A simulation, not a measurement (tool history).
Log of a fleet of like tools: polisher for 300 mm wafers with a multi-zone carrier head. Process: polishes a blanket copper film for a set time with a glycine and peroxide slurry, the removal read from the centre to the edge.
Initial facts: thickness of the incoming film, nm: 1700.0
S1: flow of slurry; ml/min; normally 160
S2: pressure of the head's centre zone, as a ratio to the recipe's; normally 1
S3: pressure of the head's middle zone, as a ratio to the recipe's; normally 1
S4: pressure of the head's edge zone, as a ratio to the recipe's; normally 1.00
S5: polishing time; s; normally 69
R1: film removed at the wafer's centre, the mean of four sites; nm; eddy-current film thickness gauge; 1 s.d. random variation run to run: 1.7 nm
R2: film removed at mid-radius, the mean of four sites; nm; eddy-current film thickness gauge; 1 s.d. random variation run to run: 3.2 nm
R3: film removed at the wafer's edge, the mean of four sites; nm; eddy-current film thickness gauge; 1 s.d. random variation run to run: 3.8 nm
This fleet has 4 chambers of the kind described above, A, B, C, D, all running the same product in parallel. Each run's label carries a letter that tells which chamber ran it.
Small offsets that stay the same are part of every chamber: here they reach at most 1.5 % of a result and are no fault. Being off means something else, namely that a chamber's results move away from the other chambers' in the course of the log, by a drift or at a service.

run 1C hour=3.6 | S1=160 S2=1 S3=1 S4=1.00 S5=69 | R1=271.89 R2=269.91 R3=276.39
run 2B hour=7.8 | S1=160 S2=1 S3=1 S4=1.00 S5=69 | R1=276.09 R2=265.92 R3=267.25
run 3A hour=11.7 | S1=160 S2=1 S3=1 S4=1.00 S5=69 | R1=269.74 R2=271.64 R3=273.92
-- hour=18.4 chamber B: centre zone pressure recalibrated
run 4D hour=18.6 | S1=160 S2=1 S3=1 S4=1.00 S5=69 | R1=272.32 R2=268.84 R3=272.52
run 5D hour=23.2 | S1=160 S2=1 S3=1 S4=1.00 S5=69 | R1=271.76 R2=271.06 R3=275.09
-- hour=23.4 chamber D: worn pad replaced by a new one
run 6C hour=29.0 | S1=160 S2=1 S3=1 S4=1.00 S5=69 | R1=270.45 R2=265.87 R3=268.38
run 7A hour=36.2 | S1=160 S2=1 S3=1 S4=1.00 S5=69 | R1=269.62 R2=270.73 R3=271.74
run 8B hour=43.6 | S1=160 S2=1 S3=1 S4=1.00 S5=69 | R1=275.93 R2=274.98 R3=276.67
run 9D hour=48.5 | S1=160 S2=1 S3=1 S4=1.04 S5=59 | R1=232.37 R2=230.27 R3=236.88
run 10B hour=54.2 | S1=160 S2=1 S3=1 S4=1.04 S5=59 | R1=234.83 R2=236.78 R3=239.83
-- hour=55.6 chamber C: worn pad replaced by a new one
run 11C hour=59.2 | S1=160 S2=1 S3=1 S4=1.04 S5=59 | R1=233.65 R2=233.26 R3=234.22
-- hour=64.6 chamber B: worn pad replaced by a new one
run 12A hour=64.8 | S1=160 S2=1 S3=1 S4=1.04 S5=59 | R1=233.51 R2=232.19 R3=236.77
-- hour=70.4 chamber D: slurry nozzle cleaned
run 13A hour=71.1 | S1=160 S2=1 S3=1 S4=1.00 S5=69 | R1=274.10 R2=267.60 R3=271.29
-- hour=71.4 chamber A: worn pad replaced by a new one
run 14D hour=76.4 | S1=160 S2=1 S3=1 S4=1.00 S5=69 | R1=270.95 R2=268.07 R3=278.60
run 15C hour=81.7 | S1=160 S2=1 S3=1 S4=1.00 S5=69 | R1=274.23 R2=267.28 R3=277.63
-- hour=84.9 chamber D: worn pad replaced by a new one
run 16B hour=85.0 | S1=160 S2=1 S3=1 S4=1.00 S5=69 | R1=273.70 R2=271.36 R3=275.79
run 17B hour=92.4 | S1=160 S2=1 S3=1 S4=1.00 S5=69 | R1=276.22 R2=269.71 R3=270.60
run 18D hour=98.9 | S1=160 S2=1 S3=1 S4=1.00 S5=69 | R1=273.63 R2=265.76 R3=269.28
run 19C hour=105.4 | S1=160 S2=1 S3=1 S4=1.00 S5=69 | R1=275.77 R2=275.62 R3=269.27
run 20A hour=112.8 | S1=160 S2=1 S3=1 S4=1.10 S5=61 | R1=239.60 R2=241.71 R3=248.98
run 21B hour=119.5 | S1=160 S2=1 S3=1 S4=1.10 S5=61 | R1=246.99 R2=239.59 R3=252.92
run 22A hour=124.7 | S1=160 S2=1 S3=1 S4=1.10 S5=61 | R1=239.42 R2=238.38 R3=248.20
-- hour=126.5 chamber B: worn pad replaced by a new one
run 23D hour=132.1 | S1=160 S2=1 S3=1 S4=1.10 S5=61 | R1=239.89 R2=241.03 R3=251.07
-- hour=136.9 chamber C: worn pad replaced by a new one
run 24C hour=139.1 | S1=160 S2=1 S3=1 S4=1.00 S5=69 | R1=272.45 R2=269.08 R3=271.67
run 25A hour=145.2 | S1=160 S2=1 S3=1 S4=1.00 S5=69 | R1=273.02 R2=276.20 R3=277.70
-- hour=150.4 chamber A: worn pad replaced by a new one
run 26D hour=151.7 | S1=160 S2=1 S3=1 S4=1.00 S5=69 | R1=271.95 R2=267.90 R3=276.66
run 27B hour=155.7 | S1=160 S2=1 S3=1 S4=1.00 S5=69 | R1=277.68 R2=273.19 R3=270.51
-- hour=162.5 chamber D: worn pad replaced by a new one
run 28C hour=162.5 | S1=160 S2=1 S3=1 S4=1.00 S5=69 | R1=270.77 R2=269.48 R3=271.80
run 29C hour=168.4 | S1=160 S2=1 S3=1 S4=1.00 S5=69 | R1=271.94 R2=271.77 R3=277.11
run 30B hour=175.6 | S1=160 S2=1 S3=1 S4=1.00 S5=69 | R1=274.93 R2=269.11 R3=268.25
run 31D hour=181.2 | S1=160 S2=1 S3=1 S4=1.00 S5=69 | R1=267.38 R2=271.68 R3=275.40
run 32A hour=187.0 | S1=160 S2=1 S3=1 S4=1.00 S5=69 | R1=272.36 R2=271.86 R3=277.84
-- hour=190.4 chamber B: worn pad replaced by a new one
run 33A hour=193.0 | S1=160 S2=1 S3=1 S4=1.00 S5=69 | R1=272.25 R2=276.65 R3=277.01
run 34B hour=196.7 | S1=160 S2=1 S3=1 S4=1.00 S5=69 | R1=277.28 R2=273.81 R3=279.79
run 35C hour=201.3 | S1=160 S2=1 S3=1 S4=1.00 S5=69 | R1=271.92 R2=274.91 R3=280.25

Does one chamber stand apart from the rest, does the shared gauge drift, or is all well apart from small per-chamber offsets? Give the chamber and the most likely cause, where there is one.

The fleet is healthy, with each chamber sitting at its usual small offset and no drift in the gauge.

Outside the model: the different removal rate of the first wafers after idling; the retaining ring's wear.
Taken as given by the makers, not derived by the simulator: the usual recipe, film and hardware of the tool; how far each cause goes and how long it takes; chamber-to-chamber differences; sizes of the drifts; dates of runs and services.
